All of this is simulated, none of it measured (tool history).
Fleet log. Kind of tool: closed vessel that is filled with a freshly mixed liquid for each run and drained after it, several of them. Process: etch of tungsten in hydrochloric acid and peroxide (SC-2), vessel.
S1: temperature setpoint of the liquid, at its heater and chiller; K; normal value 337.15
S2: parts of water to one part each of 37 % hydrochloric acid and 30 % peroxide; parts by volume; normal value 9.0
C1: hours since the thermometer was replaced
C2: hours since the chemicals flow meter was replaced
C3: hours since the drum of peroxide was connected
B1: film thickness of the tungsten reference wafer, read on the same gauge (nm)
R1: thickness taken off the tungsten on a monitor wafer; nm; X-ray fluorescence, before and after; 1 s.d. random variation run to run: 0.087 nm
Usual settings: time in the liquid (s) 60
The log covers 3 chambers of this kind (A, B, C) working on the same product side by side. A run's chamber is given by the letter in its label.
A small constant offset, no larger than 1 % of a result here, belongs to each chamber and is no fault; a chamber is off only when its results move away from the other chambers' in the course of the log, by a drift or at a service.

run 1C hour=3.1 | S1=337.15 S2=9.0 time_in_the_liquid_(s)=60 | C1=434.1 C2=419.4 C3=392.6 | B1=130.00 | R1=19.5350
run 2A hour=6.9 | S1=337.15 S2=9.0 time_in_the_liquid_(s)=60 | C1=1118.4 C2=1634.8 C3=435.6 | B1=130.00 | R1=19.6040
run 3B hour=11.7 | S1=337.15 S2=9.0 time_in_the_liquid_(s)=60 | C1=1480.9 C2=1729.6 C3=821.3 | B1=129.98 | R1=19.5210
run 4C hour=15.3 | S1=337.15 S2=9.0 time_in_the_liquid_(s)=60 | C1=446.3 C2=431.6 C3=404.8 | B1=130.03 | R1=19.5860
run 5A hour=19.3 | S1=337.15 S2=9.0 time_in_the_liquid_(s)=60 | C1=1130.8 C2=1647.2 C3=448.0 | B1=129.99 | R1=19.6440
run 6B hour=22.8 | S1=337.15 S2=9.0 time_in_the_liquid_(s)=60 | C1=1492.0 C2=1740.7 C3=832.4 | B1=129.97 | R1=19.4590
run 7A hour=25.4 | S1=337.15 S2=7.5 time_in_the_liquid_(s)=50 | C1=1136.9 C2=1653.3 C3=454.1 | B1=130.04 | R1=18.9670
run 8B hour=29.7 | S1=337.15 S2=7.5 time_in_the_liquid_(s)=50 | C1=1498.9 C2=1747.6 C3=839.3 | B1=130.02 | R1=18.7580
run 9C hour=35.2 | S1=337.15 S2=7.5 time_in_the_liquid_(s)=50 | C1=466.2 C2=451.5 C3=424.7 | B1=130.03 | R1=18.9190
run 10B hour=40.0 | S1=333.65 S2=4.5 time_in_the_liquid_(s)=60 | C1=1509.2 C2=1757.9 C3=849.6 | B1=129.99 | R1=26.5100
run 11A hour=43.8 | S1=333.65 S2=4.5 time_in_the_liquid_(s)=60 | C1=1155.3 C2=1671.7 C3=472.5 | B1=130.03 | R1=27.0420
run 12C hour=46.6 | S1=333.65 S2=4.5 time_in_the_liquid_(s)=60 | C1=477.6 C2=462.9 C3=436.1 | B1=130.01 | R1=26.5700
run 13B hour=50.1 | S1=337.15 S2=9.0 time_in_the_liquid_(s)=60 | C1=1519.3 C2=1768.0 C3=859.7 | B1=130.09 | R1=19.2490
run 14A hour=55.4 | S1=337.15 S2=9.0 time_in_the_liquid_(s)=60 | C1=1166.9 C2=1683.3 C3=484.1 | B1=130.01 | R1=19.6820
run 15C hour=57.8 | S1=337.15 S2=9.0 time_in_the_liquid_(s)=60 | C1=488.8 C2=474.1 C3=447.3 | B1=130.03 | R1=19.3560
run 16A hour=62.1 | S1=337.15 S2=9.0 time_in_the_liquid_(s)=60 | C1=1173.6 C2=1690.0 C3=490.8 | B1=130.01 | R1=19.7640
run 17B hour=64.9 | S1=337.15 S2=9.0 time_in_the_liquid_(s)=60 | C1=1534.1 C2=1782.8 C3=874.5 | B1=130.05 | R1=19.2970
run 18C hour=68.7 | S1=337.15 S2=9.0 time_in_the_liquid_(s)=60 | C1=499.7 C2=485.0 C3=458.2 | B1=130.02 | R1=19.2400
run 19B hour=71.1 | S1=337.15 S2=9.0 time_in_the_liquid_(s)=60 | C1=1540.3 C2=1789.0 C3=880.7 | B1=130.04 | R1=19.4800
run 20C hour=74.7 | S1=337.15 S2=9.0 time_in_the_liquid_(s)=60 | C1=505.7 C2=491.0 C3=464.2 | B1=129.99 | R1=19.0030
run 21A hour=77.2 | S1=337.15 S2=9.0 time_in_the_liquid_(s)=60 | C1=1188.7 C2=1705.1 C3=505.9 | B1=129.94 | R1=19.5890
run 22A hour=81.1 | S1=343.15 S2=5.0 time_in_the_liquid_(s)=60 | C1=1192.6 C2=1709.0 C3=509.8 | B1=129.97 | R1=44.8730
run 23C hour=86.2 | S1=343.15 S2=5.0 time_in_the_liquid_(s)=60 | C1=517.2 C2=502.5 C3=475.7 | B1=130.05 | R1=42.8590
run 24B hour=90.9 | S1=343.15 S2=5.0 time_in_the_liquid_(s)=60 | C1=1560.1 C2=1808.8 C3=900.5 | B1=130.02 | R1=44.2490
run 25B hour=93.6 | S1=337.15 S2=9.0 time_in_the_liquid_(s)=60 | C1=1562.8 C2=1811.5 C3=903.2 | B1=130.01 | R1=19.6060
run 26C hour=98.1 | S1=337.15 S2=9.0 time_in_the_liquid_(s)=60 | C1=529.1 C2=514.4 C3=487.6 | B1=129.95 | R1=18.6630
run 27A hour=103.3 | S1=337.15 S2=9.0 time_in_the_liquid_(s)=60 | C1=1214.8 C2=1731.2 C3=532.0 | B1=130.01 | R1=19.6780
run 28A hour=108.0 | S1=333.15 S2=9.0 time_in_the_liquid_(s)=60 | C1=1219.5 C2=1735.9 C3=536.7 | B1=130.01 | R1=15.5020

What goes on in this fleet: one chamber off, a drifting gauge, or nothing beyond the chambers' own small offsets? Name the chamber and the cause, if any.

One chamber, C, drifts off from the rest bit by bit.
Cause: chemicals flow below the setpoint (%) = 5.76.
Not necessarily distinguishable in this log from: liquid colder than its thermometer reads (K); peroxide weaker than its label (%).

Below are 4 candidate recipes for chamber C's next run, each the usual settings with a change, their results shown as question marks. Which of them brings C's results back in line with what the other chambers give on the usual settings?
Allowed miss from the other chambers' usual-settings mean, per result, to count as in line: R1 0.3000 nm
run 29C-1 hour=112.0 | S1=338.15 S2=8.5 time_in_the_liquid_(s)=60 | R1=?
run 29C-2 hour=112.0 | S1=336.15 S2=9.5 time_in_the_liquid_(s)=60 | R1=?
run 29C-3 hour=112.0 | S1=337.15 S2=8.5 time_in_the_liquid_(s)=60 | R1=?
run 29C-4 hour=112.0 | S1=337.15 S2=9.5 time_in_the_liquid_(s)=60 | R1=?

Mean of the other chambers on the usual settings: R1 19.5670 nm
run=29C-1 R1=20.6970
run=29C-2 R1=16.7200
run=29C-3 R1=19.4830
run=29C-4 R1=17.7690
Change 29C-3 lands the chamber within the allowed miss of the other chambers.
